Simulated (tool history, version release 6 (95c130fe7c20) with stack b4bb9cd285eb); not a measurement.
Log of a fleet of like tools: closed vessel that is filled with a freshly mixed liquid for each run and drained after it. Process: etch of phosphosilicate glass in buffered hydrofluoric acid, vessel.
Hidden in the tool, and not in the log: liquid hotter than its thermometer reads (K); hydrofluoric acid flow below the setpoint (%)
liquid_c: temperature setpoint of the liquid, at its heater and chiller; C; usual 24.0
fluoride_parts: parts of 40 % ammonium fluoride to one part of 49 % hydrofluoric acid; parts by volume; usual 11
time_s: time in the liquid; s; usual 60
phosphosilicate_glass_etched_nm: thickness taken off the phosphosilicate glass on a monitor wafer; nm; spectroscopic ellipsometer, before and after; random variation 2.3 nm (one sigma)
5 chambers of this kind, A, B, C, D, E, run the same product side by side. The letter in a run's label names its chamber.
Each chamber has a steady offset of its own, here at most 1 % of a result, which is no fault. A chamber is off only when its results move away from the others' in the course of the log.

| run | hour | liquid_c | fluoride_parts | time_s | hours since the thermometer was replaced | hours since the hydrofluoric acid flow meter was replaced | read-back film thickness of the phosphosilicate glass reference wafer, read on the same gauge (nm) | phosphosilicate_glass_etched_nm |
|---|---|---|---|---|---|---|---|---|
| 1A | 4.5 | 24.0 | 11 | 60 | 2795.0 | 159.7 | 140.00 | 291.92 |
| 2C | 7.8 | 24.0 | 11 | 60 | 682.5 | 1553.8 | 140.00 | 281.80 |
| 3D | 12.8 | 24.0 | 11 | 60 | 556.8 | 302.8 | 139.99 | 286.92 |
| 4B | 18.9 | 24.0 | 11 | 60 | 335.3 | 695.8 | 139.97 | 283.26 |
| 5E | 22.3 | 24.0 | 11 | 60 | 1634.7 | 279.5 | 139.97 | 284.32 |
| 6B | 25.3 | 24.0 | 11 | 45 | 341.7 | 702.2 | 139.99 | 212.16 |
| 7C | 31.6 | 24.0 | 11 | 45 | 706.3 | 1577.6 | 140.00 | 214.23 |
| 8E | 37.9 | 24.0 | 11 | 45 | 1650.3 | 295.1 | 139.99 | 211.24 |
| 9D | 43.0 | 24.0 | 11 | 45 | 587.0 | 333.0 | 139.98 | 210.91 |
| 10A | 47.4 | 24.0 | 11 | 45 | 2837.9 | 202.6 | 140.02 | 219.72 |
|  | 48.4 | chamber A: thermometer replaced |
| 11A | 52.1 | 24.0 | 11 | 60 | 3.7 | 207.3 | 140.00 | 284.52 |
| 12C | 56.1 | 26.0 | 11 | 60 | 730.8 | 1602.1 | 140.02 | 315.36 |
| 13B | 61.0 | 26.0 | 11 | 60 | 377.4 | 737.9 | 139.99 | 316.50 |
| 14D | 64.1 | 26.0 | 11 | 60 | 608.1 | 354.1 | 139.99 | 320.49 |
| 15E | 67.3 | 26.0 | 11 | 60 | 1679.7 | 324.5 | 139.98 | 314.63 |
| 16B | 71.2 | 26.0 | 11 | 60 | 387.6 | 748.1 | 139.98 | 314.12 |
| 17D | 74.1 | 24.0 | 11 | 60 | 618.1 | 364.1 | 139.99 | 292.23 |
| 18A | 77.1 | 24.0 | 11 | 60 | 28.7 | 232.3 | 140.02 | 283.78 |
| 19E | 83.5 | 24.0 | 11 | 60 | 1695.9 | 340.7 | 140.03 | 285.16 |
| 20C | 86.7 | 24.0 | 11 | 60 | 761.4 | 1632.7 | 139.99 | 279.77 |
| 21E | 89.9 | 24.0 | 11 | 60 | 1702.3 | 347.1 | 139.95 | 282.69 |
| 22D | 94.4 | 24.0 | 11 | 60 | 638.4 | 384.4 | 140.02 | 293.24 |
| 23B | 99.4 | 24.0 | 11 | 60 | 415.8 | 776.3 | 140.02 | 287.98 |
| 24A | 105.9 | 27.5 | 11 | 60 | 57.5 | 261.1 | 140.00 | 339.15 |
| 25C | 112.3 | 27.5 | 11 | 60 | 787.0 | 1658.3 | 139.99 | 339.28 |
| 26B | 117.6 | 27.5 | 11 | 60 | 434.0 | 794.5 | 140.00 | 342.88 |
| 27A | 121.9 | 27.5 | 11 | 60 | 73.5 | 277.1 | 140.01 | 342.97 |
| 28C | 125.0 | 27.5 | 11 | 60 | 799.7 | 1671.0 | 140.04 | 343.35 |
| 29E | 131.1 | 24.0 | 11 | 60 | 1743.5 | 388.3 | 140.00 | 284.46 |
| 30D | 135.9 | 20.0 | 11 | 30 | 679.9 | 425.9 | 140.02 | 121.62 |
| 31B | 139.3 | 20.0 | 11 | 30 | 455.7 | 816.2 | 140.00 | 115.02 |
| 32D | 145.4 | 20.0 | 11 | 30 | 689.4 | 435.4 | 139.99 | 121.98 |
| 33E | 150.6 | 20.0 | 11 | 30 | 1763.0 | 407.8 | 140.03 | 113.52 |
| 34A | 153.7 | 20.0 | 11 | 30 | 105.3 | 308.9 | 139.99 | 113.59 |
| 35C | 159.9 | 24.0 | 11 | 60 | 834.6 | 1705.9 | 140.00 | 283.20 |

All 5 chambers run these settings next. Forecast each chamber's results:
| 36A | 164.5 | 24.0 | 11 | 50 |  |  |  | ? |
| 36B | 164.5 | 24.0 | 11 | 50 |  |  |  | ? |
| 36C | 164.5 | 24.0 | 11 | 50 |  |  |  | ? |
| 36D | 164.5 | 24.0 | 11 | 50 |  |  |  | ? |
| 36E | 164.5 | 24.0 | 11 | 50 |  |  |  | ? |

| run | phosphosilicate_glass_etched_nm |
|---|---|
| 36A | 239.86 |
| 36B | 237.59 |
| 36C | 235.16 |
| 36D | 258.37 |
| 36E | 237.73 |
